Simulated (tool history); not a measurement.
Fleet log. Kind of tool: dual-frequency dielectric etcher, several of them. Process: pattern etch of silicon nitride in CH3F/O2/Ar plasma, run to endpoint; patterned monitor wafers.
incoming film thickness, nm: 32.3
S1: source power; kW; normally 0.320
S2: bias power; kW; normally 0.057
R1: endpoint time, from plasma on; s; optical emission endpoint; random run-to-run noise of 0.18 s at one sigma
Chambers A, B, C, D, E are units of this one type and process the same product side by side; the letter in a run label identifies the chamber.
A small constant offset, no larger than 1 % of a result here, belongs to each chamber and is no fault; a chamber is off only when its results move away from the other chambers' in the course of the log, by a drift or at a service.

run   hour     S1     S2      R1
 1B    7.7  0.320  0.057  54.916
 2D   13.5  0.320  0.057  54.714
 3E   20.4  0.320  0.057  55.240
 4A   26.5  0.320  0.057  54.864
 5C   33.0  0.320  0.057  55.340
 6A   37.0  0.320  0.057  54.874
 7D   44.2  0.320  0.057  54.659
 8E   49.6  0.320  0.057  55.800
 9B   54.1  0.320  0.057  55.092
10C   59.6  0.320  0.057  55.272
11D   65.9  0.320  0.057  54.482
12E   73.3  0.320  0.057  55.230
13B   81.1  0.320  0.057  54.851
14A   87.1  0.280  0.057  57.765
15C   92.7  0.280  0.057  58.191
16D  100.3  0.280  0.057  57.233
17C  105.0  0.280  0.057  58.022
18A  112.7  0.280  0.057  57.954
19E  119.0  0.320  0.057  55.363
20B  124.0  0.320  0.057  55.550
21B  131.8  0.320  0.057  55.362
22D  138.4  0.320  0.057  54.781
23A  145.5  0.320  0.057  54.635
24E  150.8  0.320  0.057  55.219
25C  158.0  0.320  0.057  55.297
     161.5  -- chamber C: wet clean of the chamber
26B  163.7  0.320  0.057  54.918
     165.2  -- chamber A: wet clean of the chamber
27A  170.6  0.320  0.057  55.015
28D  174.4  0.320  0.057  54.568
29C  182.6  0.320  0.057  55.318
30E  189.1  0.370  0.057  52.255
31A  195.0  0.370  0.057  52.317
     199.2  -- chamber A: bias power generator calibrated
32E  202.9  0.370  0.057  52.231
33B  209.5  0.370  0.057  52.336
34D  217.9  0.370  0.057  51.632
35C  224.5  0.320  0.057  55.214
36B  231.7  0.320  0.065  52.898
37D  240.1  0.320  0.065  52.442
38A  247.3  0.320  0.065  52.592
39E  254.9  0.320  0.065  52.806

Decide between three cases: one chamber stands off from its peers, the gauge reading all wafers drifts, or nothing is wrong past each chamber's small offset. Where a chamber is off, say which and what most likely put it there.

No chamber stands off beyond its own small offset, and the gauge holds steady.

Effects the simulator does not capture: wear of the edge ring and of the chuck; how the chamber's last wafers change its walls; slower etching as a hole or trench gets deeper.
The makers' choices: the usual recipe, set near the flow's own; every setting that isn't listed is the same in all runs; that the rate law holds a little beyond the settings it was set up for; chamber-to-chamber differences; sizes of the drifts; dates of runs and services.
